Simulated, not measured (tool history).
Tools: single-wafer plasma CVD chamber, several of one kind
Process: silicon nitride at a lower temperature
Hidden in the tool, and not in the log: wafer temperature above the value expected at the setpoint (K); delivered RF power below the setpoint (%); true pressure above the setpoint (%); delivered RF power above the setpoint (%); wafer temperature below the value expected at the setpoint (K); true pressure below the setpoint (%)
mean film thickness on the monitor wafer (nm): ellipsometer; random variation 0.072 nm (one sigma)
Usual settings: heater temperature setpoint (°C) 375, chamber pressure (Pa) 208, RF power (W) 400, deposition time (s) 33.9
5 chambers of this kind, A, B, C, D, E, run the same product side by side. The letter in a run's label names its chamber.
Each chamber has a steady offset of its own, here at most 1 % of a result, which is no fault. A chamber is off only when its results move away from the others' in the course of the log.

run   hour  heater temperature setpoint (°C)  chamber pressure (Pa)  RF power (W)  deposition time (s)  hours since the last thermocouple change  hours since the last RF generator calibration  hours since the last manometer calibration  read-back reference wafer on the same gauge, thickness_nm  mean film thickness on the monitor wafer (nm)
 1C   13.9                               375                    208           400                 33.9                                     758.6                                         1092.0                                      2375.8                                                     38.694                                         47.057
 2D   27.8                               375                    208           400                 33.9                                     116.8                                          307.1                                       479.0                                                     38.662                                         47.224
 3A   36.7                               375                    208           400                 33.9                                      44.5                                          708.5                                      1603.2                                                     38.668                                         46.695
 4B   46.9                               375                    208           400                 33.9                                     151.4                                          484.1                                      1255.2                                                     38.685                                         47.068
 5E   54.6                               375                    208           400                 33.9                                    2225.4                                          653.9                                      1221.0                                                     38.658                                         47.480
 6D   65.8                               375                    208           400                 33.9                                     154.8                                          345.1                                       517.0                                                     38.643                                         47.122
 7E   72.3                               375                    208           400                 33.9                                    2243.1                                          671.6                                      1238.7                                                     38.645                                         47.491
 8A   84.3                               375                    208           460                 33.9                                      92.1                                          756.1                                      1650.8                                                     38.636                                         50.911
 9C   93.0                               375                    208           460                 33.9                                     837.7                                         1171.1                                      2454.9                                                     38.631                                         51.076
10B  102.3                               375                    208           460                 33.9                                     206.8                                          539.5                                      1310.6                                                     38.625                                         51.293
11C  109.9                               375                    208           460                 33.9                                     854.6                                         1188.0                                      2471.8                                                     38.630                                         50.998
12E  122.6                               375                    208           460                 33.9                                    2293.4                                          721.9                                      1289.0                                                     38.632                                         51.620
13A  134.3                               383                    208           370                 33.9                                     142.1                                          806.1                                      1700.8                                                     38.604                                         44.313
14B  142.3                               383                    208           370                 33.9                                     246.8                                          579.5                                      1350.6                                                     38.616                                         44.638
15D  149.1                               383                    208           370                 33.9                                     238.1                                          428.4                                       600.3                                                     38.603                                         44.779
16A  158.6                               383                    208           370                 33.9                                     166.4                                          830.4                                      1725.1                                                     38.591                                         44.250
17C  168.0                               383                    208           370                 33.9                                     912.7                                         1246.1                                      2529.9                                                     38.585                                         44.651
     172.4  -- chamber C: RF generator calibrated
18D  175.2                               375                    208           400                 33.9                                     264.2                                          454.5                                       626.4                                                     38.575                                         47.060
19B  188.9                               375                    208           400                 33.9                                     293.4                                          626.1                                      1397.2                                                     38.576                                         46.975
20E  198.2                               388                    208           330                 33.9                                    2369.0                                          797.5                                      1364.6                                                     38.555                                         41.652
21B  209.6                               388                    208           330                 33.9                                     314.1                                          646.8                                      1417.9                                                     38.541                                         41.264
22E  220.7                               388                    208           330                 33.9                                    2391.5                                          820.0                                      1387.1                                                     38.539                                         41.659
23C  230.6                               388                    208           330                 33.9                                     975.3                                           58.2                                      2592.5                                                     38.547                                         41.429
24A  241.7                               388                    208           330                 33.9                                     249.5                                          913.5                                      1808.2                                                     38.536                                         41.015
25D  253.9                               364                    208           400                 33.9                                     342.9                                          533.2                                       705.1                                                     38.515                                         47.207
26A  263.5                               364                    208           400                 33.9                                     271.3                                          935.3                                      1830.0                                                     38.506                                         46.735
27C  271.7                               364                    208           400                 33.9                                    1016.4                                           99.3                                      2633.6                                                     38.511                                         47.089
     282.2  -- chamber E: capacitance manometer re-zeroed and calibrated
28D  285.5                               364                    208           400                 33.9                                     374.5                                          564.8                                       736.7                                                     38.490                                         47.288
29E  294.9                               364                    208           400                 33.9                                    2465.7                                          894.2                                        12.8                                                     38.481                                         47.588
30B  306.3                               375                    208           400                 33.9                                     410.8                                          743.5                                      1514.6                                                     38.482                                         46.967
     308.8  -- chamber C: capacitance manometer re-zeroed and calibrated
31B  319.2                               375                    208           400                 33.9                                     423.7                                          756.4                                      1527.5                                                     38.461                                         46.851
32C  325.5                               375                    208           400                 33.9                                    1070.2                                          153.1                                        16.8                                                     38.462                                         46.729

What goes on in this fleet: one chamber off, a drifting gauge, or nothing beyond the chambers' own small offsets? Name the chamber and the cause, if any.

The gauge drifts, so all chambers seem to drift together. No chamber is off.
Cause: gauge reads low (%) = 0.628.

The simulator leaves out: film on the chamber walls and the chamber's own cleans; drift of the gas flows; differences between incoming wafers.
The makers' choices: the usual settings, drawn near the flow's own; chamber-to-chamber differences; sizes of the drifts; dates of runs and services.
